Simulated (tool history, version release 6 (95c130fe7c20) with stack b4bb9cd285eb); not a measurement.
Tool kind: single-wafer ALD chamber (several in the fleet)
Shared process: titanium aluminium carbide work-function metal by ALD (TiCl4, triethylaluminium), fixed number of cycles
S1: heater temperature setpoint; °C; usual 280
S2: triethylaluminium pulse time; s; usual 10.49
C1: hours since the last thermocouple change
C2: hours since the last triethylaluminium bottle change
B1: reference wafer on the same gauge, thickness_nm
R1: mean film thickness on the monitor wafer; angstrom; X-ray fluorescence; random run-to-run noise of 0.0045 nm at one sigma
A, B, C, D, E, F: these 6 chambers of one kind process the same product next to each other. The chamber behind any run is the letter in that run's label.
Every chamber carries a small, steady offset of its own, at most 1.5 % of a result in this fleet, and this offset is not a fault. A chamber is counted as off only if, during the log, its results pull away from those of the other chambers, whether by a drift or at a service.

{"run": "1F", "day": 0.383, "S1": 280, "S2": 10.49, "C1": 2420.8, "C2": 214.2, "B1": 1.9602, "R1": 18.502}
{"day": 0.821, "done": "chamber C: thermocouple changed; heater temperature recalibrated"}
{"run": "2C", "day": 0.821, "S1": 280, "S2": 10.49, "C1": 0.1, "C2": 1551, "B1": 1.9604, "R1": 18.498}
{"run": "3D", "day": 1.475, "S1": 280, "S2": 10.49, "C1": 526, "C2": 1396.3, "B1": 1.9605, "R1": 18.355}
{"run": "4E", "day": 1.783, "S1": 280, "S2": 10.49, "C1": 309.9, "C2": 347.5, "B1": 1.9593, "R1": 18.406}
{"run": "5B", "day": 2.092, "S1": 289, "S2": 13.07, "C1": 1989.6, "C2": 925.2, "B1": 1.96, "R1": 19.198}
{"run": "6A", "day": 2.758, "S1": 289, "S2": 13.07, "C1": 2508.8, "C2": 793.9, "B1": 1.9591, "R1": 19.674}
{"run": "7F", "day": 3.188, "S1": 289, "S2": 13.07, "C1": 2488.1, "C2": 281.5, "B1": 1.9593, "R1": 19.552}
{"run": "8E", "day": 3.788, "S1": 289, "S2": 13.07, "C1": 358, "C2": 395.6, "B1": 1.961, "R1": 19.456}
{"day": 4.042, "done": "chamber F: thermocouple changed; heater temperature recalibrated"}
{"run": "9B", "day": 4.088, "S1": 289, "S2": 13.07, "C1": 2037.5, "C2": 973.1, "B1": 1.9612, "R1": 19.154}
{"run": "10D", "day": 4.517, "S1": 289, "S2": 13.07, "C1": 599, "C2": 1469.3, "B1": 1.9596, "R1": 19.407}
{"run": "11C", "day": 5.138, "S1": 280, "S2": 10.49, "C1": 103.7, "C2": 1654.6, "B1": 1.9606, "R1": 18.529}
{"run": "12A", "day": 5.675, "S1": 280, "S2": 10.49, "C1": 2578.8, "C2": 863.9, "B1": 1.9599, "R1": 18.498}
{"run": "13D", "day": 6.038, "S1": 280, "S2": 10.49, "C1": 635.5, "C2": 1505.8, "B1": 1.96, "R1": 18.279}
{"run": "14A", "day": 6.346, "S1": 280, "S2": 10.49, "C1": 2594.9, "C2": 880, "B1": 1.9603, "R1": 18.531}
{"run": "15E", "day": 6.929, "S1": 280, "S2": 10.49, "C1": 433.4, "C2": 471, "B1": 1.9589, "R1": 18.384}
{"run": "16C", "day": 7.304, "S1": 280, "S2": 10.49, "C1": 155.7, "C2": 1706.6, "B1": 1.9591, "R1": 18.563}
{"run": "17F", "day": 7.954, "S1": 280, "S2": 10.49, "C1": 94, "C2": 395.9, "B1": 1.9599, "R1": 18.489}
{"run": "18B", "day": 8.617, "S1": 280, "S2": 10.49, "C1": 2146.2, "C2": 1081.8, "B1": 1.9608, "R1": 18.12}
{"run": "19E", "day": 8.921, "S1": 280, "S2": 10.49, "C1": 481.2, "C2": 518.8, "B1": 1.9609, "R1": 18.347}
{"run": "20F", "day": 9.238, "S1": 280, "S2": 10.49, "C1": 124.8, "C2": 426.7, "B1": 1.9595, "R1": 18.442}
{"day": 9.438, "done": "chamber D: triethylaluminium bottle replaced"}
{"run": "21B", "day": 9.633, "S1": 280, "S2": 10.49, "C1": 2170.6, "C2": 1106.2, "B1": 1.9599, "R1": 18.14}
{"run": "22D", "day": 10.104, "S1": 280, "S2": 10.49, "C1": 733.1, "C2": 16.1, "B1": 1.9603, "R1": 18.344}
{"run": "23C", "day": 10.646, "S1": 280, "S2": 10.49, "C1": 235.9, "C2": 1786.8, "B1": 1.9599, "R1": 18.465}
{"run": "24A", "day": 11.138, "S1": 280, "S2": 10.49, "C1": 2709.9, "C2": 995, "B1": 1.9607, "R1": 18.459}
{"day": 11.221, "done": "chamber B: triethylaluminium bottle replaced"}
{"run": "25A", "day": 11.671, "S1": 280, "S2": 10.49, "C1": 2722.7, "C2": 1007.8, "B1": 1.9593, "R1": 18.573}
{"run": "26F", "day": 12.308, "S1": 280, "S2": 10.49, "C1": 198.5, "C2": 500.4, "B1": 1.9598, "R1": 18.537}
{"run": "27E", "day": 12.758, "S1": 280, "S2": 10.49, "C1": 573.3, "C2": 610.9, "B1": 1.9614, "R1": 18.368}
{"run": "28C", "day": 13.379, "S1": 270, "S2": 10.49, "C1": 301.5, "C2": 1852.4, "B1": 1.9595, "R1": 17.54}
{"run": "29D", "day": 13.867, "S1": 270, "S2": 10.49, "C1": 823.4, "C2": 106.4, "B1": 1.9599, "R1": 17.45}
{"run": "30B", "day": 14.45, "S1": 270, "S2": 10.49, "C1": 2286.2, "C2": 77.6, "B1": 1.9607, "R1": 17.378}
{"run": "31D", "day": 14.762, "S1": 270, "S2": 10.49, "C1": 844.9, "C2": 127.9, "B1": 1.9588, "R1": 17.531}
{"run": "32B", "day": 15.183, "S1": 270, "S2": 10.49, "C1": 2303.8, "C2": 95.2, "B1": 1.9601, "R1": 17.366}
{"run": "33C", "day": 15.567, "S1": 270, "S2": 10.49, "C1": 354, "C2": 1904.9, "B1": 1.9607, "R1": 17.644}
{"run": "34E", "day": 16.067, "S1": 280, "S2": 10.49, "C1": 652.7, "C2": 690.3, "B1": 1.959, "R1": 18.38}
{"run": "35F", "day": 16.55, "S1": 286, "S2": 8.59, "C1": 300.3, "C2": 602.2, "B1": 1.9605, "R1": 18.464}
{"run": "36A", "day": 17.092, "S1": 286, "S2": 8.59, "C1": 2852.8, "C2": 1137.9, "B1": 1.9605, "R1": 18.592}
{"run": "37D", "day": 17.7, "S1": 286, "S2": 8.59, "C1": 915.4, "C2": 198.4, "B1": 1.9599, "R1": 18.291}

All chambers now run identical settings, listed one chamber a line with results as question marks. What results will each chamber show?
{"run": "38A", "day": 18.183, "S1": 280, "S2": 10.49, "R1": "?"}
{"run": "38B", "day": 18.183, "S1": 280, "S2": 10.49, "R1": "?"}
{"run": "38C", "day": 18.183, "S1": 280, "S2": 10.49, "R1": "?"}
{"run": "38D", "day": 18.183, "S1": 280, "S2": 10.49, "R1": "?"}
{"run": "38E", "day": 18.183, "S1": 280, "S2": 10.49, "R1": "?"}
{"run": "38F", "day": 18.183, "S1": 280, "S2": 10.49, "R1": "?"}

run=38A R1=18.553
run=38B R1=18.133
run=38C R1=18.503
run=38D R1=18.339
run=38E R1=18.448
run=38F R1=18.489
